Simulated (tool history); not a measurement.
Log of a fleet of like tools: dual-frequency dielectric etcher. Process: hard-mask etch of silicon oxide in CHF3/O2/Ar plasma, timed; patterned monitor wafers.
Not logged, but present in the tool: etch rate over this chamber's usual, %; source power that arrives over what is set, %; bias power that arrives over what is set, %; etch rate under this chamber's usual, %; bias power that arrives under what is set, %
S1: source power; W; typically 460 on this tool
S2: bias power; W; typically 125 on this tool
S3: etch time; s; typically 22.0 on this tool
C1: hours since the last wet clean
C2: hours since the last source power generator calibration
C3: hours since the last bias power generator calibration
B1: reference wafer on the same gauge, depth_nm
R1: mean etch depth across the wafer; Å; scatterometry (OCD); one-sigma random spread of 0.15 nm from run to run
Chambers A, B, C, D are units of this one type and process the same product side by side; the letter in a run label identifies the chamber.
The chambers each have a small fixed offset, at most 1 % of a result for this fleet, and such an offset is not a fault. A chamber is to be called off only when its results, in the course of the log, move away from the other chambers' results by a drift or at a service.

run	day	S1	S2	S3	C1	C2	C3	B1	R1
# day 0.217: chamber B: bias power generator calibrated
1C	0.392	460	125	22.0	146.6	1491.9	1549.8	36.154	349.21
# day 0.429: chamber A: wet clean of the chamber
2D	0.779	460	125	22.0	201.6	1529.9	1763.4	36.167	345.64
3A	1.192	460	125	22.0	18.4	1876.2	1012.5	36.200	349.01
4B	1.458	460	125	22.0	389.2	656.0	29.9	36.187	348.28
5D	1.892	460	125	22.0	228.3	1556.6	1790.1	36.186	346.54
6A	2.225	460	125	22.0	43.2	1901.0	1037.3	36.202	351.31
7C	2.658	460	125	22.0	201.0	1546.3	1604.2	36.200	347.61
8B	3.192	460	125	22.0	430.8	697.6	71.5	36.212	343.68
9D	3.533	460	125	22.0	267.7	1596.0	1829.5	36.160	345.89
10A	3.804	460	125	22.0	81.1	1938.9	1075.2	36.201	350.04
11C	4.225	460	125	22.0	238.6	1583.9	1641.8	36.225	342.32
12B	4.500	460	125	22.0	462.2	729.0	102.9	36.212	345.27
13D	5.038	460	125	17.0	303.8	1632.1	1865.6	36.224	268.46
14B	5.492	460	125	17.0	486.0	752.8	126.7	36.174	269.40
15A	5.746	460	125	17.0	127.7	1985.5	1121.8	36.177	271.41
16C	6.038	460	125	17.0	282.1	1627.4	1685.3	36.208	261.50
# day 6.279: chamber D: wet clean of the chamber
17B	6.292	460	125	22.0	505.2	772.0	145.9	36.159	346.81
18A	6.571	460	125	22.0	147.5	2005.3	1141.6	36.184	350.93
19D	6.833	460	125	22.0	13.3	1675.2	1908.7	36.209	345.57
20C	7.179	460	125	22.0	309.5	1654.8	1712.7	36.223	338.92
21B	7.671	460	125	22.0	538.3	805.1	179.0	36.164	348.66
22A	8.162	460	145	22.0	185.7	2043.5	1179.8	36.186	369.38
23D	8.483	460	145	22.0	52.9	1714.8	1948.3	36.213	364.38
24C	8.950	460	145	22.0	352.0	1697.3	1755.2	36.217	352.98
25B	9.350	460	145	22.0	578.6	845.4	219.3	36.210	366.47
26C	9.638	460	125	22.0	368.5	1713.8	1771.7	36.173	333.21
27A	10.154	460	125	22.0	233.5	2091.3	1227.6	36.222	349.08
28D	10.538	370	125	27.5	102.2	1764.1	1997.6	36.206	395.20
29A	10.942	370	125	27.5	252.4	2110.2	1246.5	36.204	400.62
30B	11.275	370	125	27.5	624.8	891.6	265.5	36.233	395.54
31C	11.521	370	125	27.5	413.7	1759.0	1816.9	36.175	382.81
32D	11.792	460	125	22.0	132.3	1794.2	2027.7	36.196	345.51

For the next run the whole fleet of 4 chambers uses the same settings. Give each chamber's results:
33A	12.183	400	125	22.0					?
33B	12.183	400	125	22.0					?
33C	12.183	400	125	22.0					?
33D	12.183	400	125	22.0					?

run	R1
33A	332.36
33B	327.55
33C	314.34
33D	328.64

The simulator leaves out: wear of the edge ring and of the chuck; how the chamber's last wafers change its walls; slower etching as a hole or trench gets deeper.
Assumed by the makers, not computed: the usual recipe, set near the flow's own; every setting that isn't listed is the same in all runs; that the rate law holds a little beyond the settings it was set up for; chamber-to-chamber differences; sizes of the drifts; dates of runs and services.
